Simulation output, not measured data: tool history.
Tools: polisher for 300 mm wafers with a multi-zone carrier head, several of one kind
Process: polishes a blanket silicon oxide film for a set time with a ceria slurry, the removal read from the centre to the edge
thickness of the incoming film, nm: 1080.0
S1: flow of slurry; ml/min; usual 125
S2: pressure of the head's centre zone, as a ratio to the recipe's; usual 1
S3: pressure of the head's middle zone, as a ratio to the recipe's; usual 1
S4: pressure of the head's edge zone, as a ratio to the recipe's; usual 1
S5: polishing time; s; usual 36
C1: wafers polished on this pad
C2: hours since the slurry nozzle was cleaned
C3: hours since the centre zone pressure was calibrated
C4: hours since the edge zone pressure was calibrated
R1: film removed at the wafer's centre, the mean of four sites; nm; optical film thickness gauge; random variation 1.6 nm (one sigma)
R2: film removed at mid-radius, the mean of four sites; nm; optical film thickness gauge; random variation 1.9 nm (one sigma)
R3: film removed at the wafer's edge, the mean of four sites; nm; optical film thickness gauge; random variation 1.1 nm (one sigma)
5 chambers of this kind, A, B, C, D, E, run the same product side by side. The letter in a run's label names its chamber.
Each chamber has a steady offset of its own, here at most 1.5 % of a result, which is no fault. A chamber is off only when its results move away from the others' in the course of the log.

At hour 8.9: chamber E: worn pad replaced by a new one.
Run 1A, hour 15.4: usual settings; C1 1062; C2 138.0; C3 437.6; C4 283.5. Result: R1 174.66 nm, R2 171.84 nm, R3 175.47 nm.
Run 2D, hour 24.8: usual settings; C1 713; C2 448.7; C3 332.2; C4 396.1. Result: R1 173.46 nm, R2 180.01 nm, R3 176.92 nm.
Run 3E, hour 35.0: usual settings; C1 387; C2 318.3; C3 551.4; C4 117.4. Result: R1 175.06 nm, R2 178.46 nm, R3 177.48 nm.
At hour 36.0: chamber A: worn pad replaced by a new one.
At hour 36.1: chamber B: worn pad replaced by a new one.
Run 4C, hour 47.0: usual settings; C1 937; C2 269.2; C3 710.1; C4 1246.5. Result: R1 177.40 nm, R2 175.12 nm, R3 176.25 nm.
At hour 54.8: chamber B: edge zone pressure recalibrated.
Run 5B, hour 58.6: usual settings; C1 334; C2 304.4; C3 756.5; C4 3.9. Result: R1 176.10 nm, R2 175.18 nm, R3 177.23 nm.
Run 6E, hour 71.9: usual settings; C1 935; C2 355.2; C3 588.3; C4 154.3. Result: R1 177.23 nm, R2 176.77 nm, R3 175.12 nm.
At hour 72.6: chamber C: worn pad replaced by a new one.
At hour 74.6: chamber D: worn pad replaced by a new one.
At hour 74.7: chamber A: edge zone pressure recalibrated.
Run 7B, hour 85.4: usual settings; C1 731; C2 331.2; C3 783.3; C4 30.7. Result: R1 178.69 nm, R2 175.74 nm, R3 177.28 nm.
Run 8C, hour 94.8: usual settings; C1 329; C2 317.0; C3 757.9; C4 1294.3. Result: R1 174.07 nm, R2 176.02 nm, R3 173.63 nm.
At hour 97.4: chamber E: worn pad replaced by a new one.
Run 9D, hour 108.7: usual settings; C1 507; C2 532.6; C3 416.1; C4 480.0. Result: R1 176.08 nm, R2 176.65 nm, R3 178.50 nm.
Run 10A, hour 122.3: usual settings; C1 1280; C2 244.9; C3 544.5; C4 47.6. Result: R1 174.40 nm, R2 176.38 nm, R3 175.02 nm.
At hour 126.7: chamber D: edge zone pressure recalibrated.
At hour 131.9: chamber A: worn pad replaced by a new one.
At hour 132.0: chamber B: worn pad replaced by a new one.
Run 11E, hour 133.1: usual settings; C1 530; C2 416.4; C3 649.5; C4 215.5. Result: R1 174.97 nm, R2 179.91 nm, R3 174.99 nm.
At hour 142.5: chamber B: centre zone pressure recalibrated.
Run 12B, hour 147.7: usual settings; C1 234; C2 393.5; C3 5.2; C4 93.0. Result: R1 177.69 nm, R2 175.46 nm, R3 178.17 nm.
At hour 152.4: chamber C: edge zone pressure recalibrated.
Run 13A, hour 163.6: usual settings; C1 470; C2 286.2; C3 585.8; C4 88.9. Result: R1 177.89 nm, R2 175.74 nm, R3 175.12 nm.
At hour 168.6: chamber D: worn pad replaced by a new one.
At hour 169.6: chamber B: slurry nozzle cleaned.
At hour 171.6: chamber C: worn pad replaced by a new one.
Run 14D, hour 172.3: usual settings; C1 55; C2 596.2; C3 479.7; C4 45.7. Result: R1 172.15 nm, R2 176.48 nm, R3 178.21 nm.
Run 15C, hour 179.5: usual settings; C1 117; C2 401.7; C3 842.6; C4 27.1. Result: R1 174.60 nm, R2 175.30 nm, R3 174.00 nm.
Run 16E, hour 186.7: usual settings but S5 30 s; C1 1325; C2 470.0; C3 703.1; C4 269.1. Result: R1 146.01 nm, R2 150.03 nm, R3 147.84 nm.
Run 17C, hour 194.4: usual settings but S5 30 s; C1 339; C2 416.6; C3 857.5; C4 42.0. Result: R1 148.24 nm, R2 147.91 nm, R3 145.48 nm.
At hour 202.4: chamber A: centre zone pressure recalibrated.
At hour 207.3: chamber E: slurry nozzle cleaned.
At hour 208.4: chamber E: worn pad replaced by a new one.
Run 18D, hour 208.6: usual settings but S5 30 s; C1 593; C2 632.5; C3 516.0; C4 82.0. Result: R1 147.03 nm, R2 148.15 nm, R3 147.43 nm.
Run 19A, hour 219.9: usual settings but S5 30 s; C1 1306; C2 342.5; C3 17.6; C4 145.2. Result: R1 145.20 nm, R2 144.53 nm, R3 144.50 nm.
At hour 226.5: chamber B: worn pad replaced by a new one.
Run 20B, hour 229.2: usual settings but S5 30 s; C1 40; C2 59.7; C3 86.7; C4 174.5. Result: R1 146.54 nm, R2 145.21 nm, R3 146.31 nm.
Run 21A, hour 240.5: usual settings; C1 1611; C2 363.1; C3 38.2; C4 165.8. Result: R1 175.64 nm, R2 175.29 nm, R3 174.61 nm.
At hour 247.2: chamber A: worn pad replaced by a new one.
Run 22C, hour 250.4: usual settings but S1 85 ml/min, S5 41 s; C1 1169; C2 472.6; C3 913.5; C4 98.0. Result: R1 178.43 nm, R2 181.04 nm, R3 185.04 nm.
At hour 254.1: chamber C: centre zone pressure recalibrated.
Run 23D, hour 261.7: usual settings but S1 85 ml/min, S5 41 s; C1 1381; C2 685.6; C3 569.1; C4 135.1. Result: R1 175.92 nm, R2 181.77 nm, R3 186.98 nm.
At hour 268.5: chamber C: slurry nozzle cleaned.
At hour 276.1: chamber C: worn pad replaced by a new one.
Run 24E, hour 276.8: usual settings but S1 85 ml/min, S5 41 s; C1 1015; C2 69.5; C3 793.2; C4 359.2. Result: R1 179.48 nm, R2 180.40 nm, R3 187.44 nm.
At hour 279.4: chamber D: worn pad replaced by a new one.
At hour 279.6: chamber E: centre zone pressure recalibrated.
Run 25B, hour 287.9: usual settings but S1 85 ml/min, S5 41 s; C1 911; C2 118.4; C3 145.4; C4 233.2. Result: R1 179.71 nm, R2 178.56 nm, R3 188.41 nm.
Run 26E, hour 297.6: usual settings but S1 85 ml/min, S5 41 s; C1 1324; C2 90.3; C3 18.0; C4 380.0. Result: R1 164.48 nm, R2 181.88 nm, R3 186.85 nm.
At hour 312.4: chamber B: edge zone pressure recalibrated.
At hour 312.6: chamber E: worn pad replaced by a new one.
Run 27B, hour 313.5: usual settings; C1 1291; C2 144.0; C3 171.0; C4 1.2. Result: R1 175.19 nm, R2 172.68 nm, R3 175.95 nm.
At hour 319.8: chamber B: worn pad replaced by a new one.
Run 28C, hour 325.0: usual settings; C1 725; C2 56.6; C3 71.0; C4 172.6. Result: R1 176.86 nm, R2 176.16 nm, R3 174.40 nm.
Run 29A, hour 332.2: usual settings; C1 1262; C2 454.8; C3 129.9; C4 257.5. Result: R1 176.56 nm, R2 175.30 nm, R3 174.79 nm.
Run 30D, hour 340.2: usual settings; C1 902; C2 764.1; C3 647.6; C4 213.6. Result: R1 174.69 nm, R2 174.83 nm, R3 176.74 nm.
At hour 346.2: chamber A: worn pad replaced by a new one.
Run 31A, hour 347.9: usual settings; C1 26; C2 470.5; C3 145.6; C4 273.2. Result: R1 176.96 nm, R2 176.44 nm, R3 175.44 nm.
At hour 363.8: chamber D: worn pad replaced by a new one.
Run 32C, hour 364.1: usual settings; C1 1305; C2 95.7; C3 110.1; C4 211.7. Result: R1 175.80 nm, R2 174.55 nm, R3 174.47 nm.
At hour 369.2: chamber C: worn pad replaced by a new one.
Run 33D, hour 380.1: usual settings; C1 242; C2 804.0; C3 687.5; C4 253.5. Result: R1 175.15 nm, R2 174.85 nm, R3 176.44 nm.
At hour 387.6: chamber A: slurry nozzle cleaned.
Run 34E, hour 388.8: usual settings; C1 1130; C2 181.5; C3 109.2; C4 471.2. Result: R1 161.32 nm, R2 175.81 nm, R3 176.19 nm.
At hour 392.6: chamber D: slurry nozzle cleaned.
Run 35B, hour 402.8: usual settings; C1 1231; C2 233.3; C3 260.3; C4 90.5. Result: R1 178.79 nm, R2 175.58 nm, R3 174.90 nm.
Run 36E, hour 412.2: usual settings; C1 1477; C2 204.9; C3 132.6; C4 494.6. Result: R1 160.97 nm, R2 177.70 nm, R3 175.92 nm.
At hour 419.3: chamber A: edge zone pressure recalibrated.
At hour 423.9: chamber E: worn pad replaced by a new one.
At hour 425.0: chamber B: worn pad replaced by a new one.
Run 37D, hour 425.5: usual settings; C1 916; C2 32.9; C3 732.9; C4 298.9. Result: R1 173.73 nm, R2 177.22 nm, R3 177.02 nm.
Run 38A, hour 435.5: usual settings; C1 1326; C2 48.0; C3 233.2; C4 16.2. Result: R1 176.09 nm, R2 171.72 nm, R3 173.13 nm.
At hour 439.2: chamber A: worn pad replaced by a new one.
Run 39C, hour 445.1: usual settings; C1 1127; C2 176.7; C3 191.1; C4 292.7. Result: R1 178.30 nm, R2 174.24 nm, R3 174.05 nm.
At hour 453.4: chamber D: worn pad replaced by a new one.
Run 40B, hour 455.5: usual settings; C1 453; C2 286.0; C3 313.0; C4 143.2. Result: R1 179.53 nm, R2 177.50 nm, R3 179.15 nm.
Run 41E, hour 468.4: usual settings; C1 661; C2 261.1; C3 188.8; C4 550.8. Result: R1 161.48 nm, R2 176.47 nm, R3 175.77 nm.
Run 42A, hour 479.6: usual settings; C1 599; C2 92.1; C3 277.3; C4 60.3. Result: R1 176.45 nm, R2 177.73 nm, R3 175.00 nm.
Run 43D, hour 488.5: usual settings; C1 521; C2 95.9; C3 795.9; C4 361.9. Result: R1 174.63 nm, R2 177.54 nm, R3 177.49 nm.

What goes on in this fleet: one chamber off, a drifting gauge, or nothing beyond the chambers' own small offsets? Name the chamber and the cause, if any.

A service left chamber E off against the others.
Cause: centre zone's pressure below its setpoint, % = 7.31.

Here are 4 candidates for chamber E's next run, each the usual settings with a change, their results left as question marks. Which one brings its results back in line with what the others give on the usual settings?
In line means no further than this from the other chambers' mean on the usual settings: R1 5.60 nm; R2 6.70 nm; R3 4.00 nm
Run 44E-1, hour 500.3: usual settings but S1 135 ml/min, S2 1.11, S3 0.97, S4 0.96. Result: R1 ?, R2 ?, R3 ?.
Run 44E-2, hour 500.3: usual settings but S1 115 ml/min, S2 0.89, S3 1.03, S4 1.04. Result: R1 ?, R2 ?, R3 ?.
Run 44E-3, hour 500.3: usual settings but S1 120 ml/min, S2 0.93, S3 1.02, S4 1.02. Result: R1 ?, R2 ?, R3 ?.
Run 44E-4, hour 500.3: usual settings but S1 130 ml/min, S2 1.07, S3 0.98, S4 0.98. Result: R1 ?, R2 ?, R3 ?.

The other chambers' mean on the usual settings: R1 175.96 nm; R2 175.48 nm; R3 175.82 nm
  run      R1      R2      R3
44E-1  182.70  173.98  174.40
44E-2  137.53  177.18  176.92
44E-3  146.10  177.44  176.43
44E-4  173.94  174.19  175.19
44E-4 brings the chamber back in line.
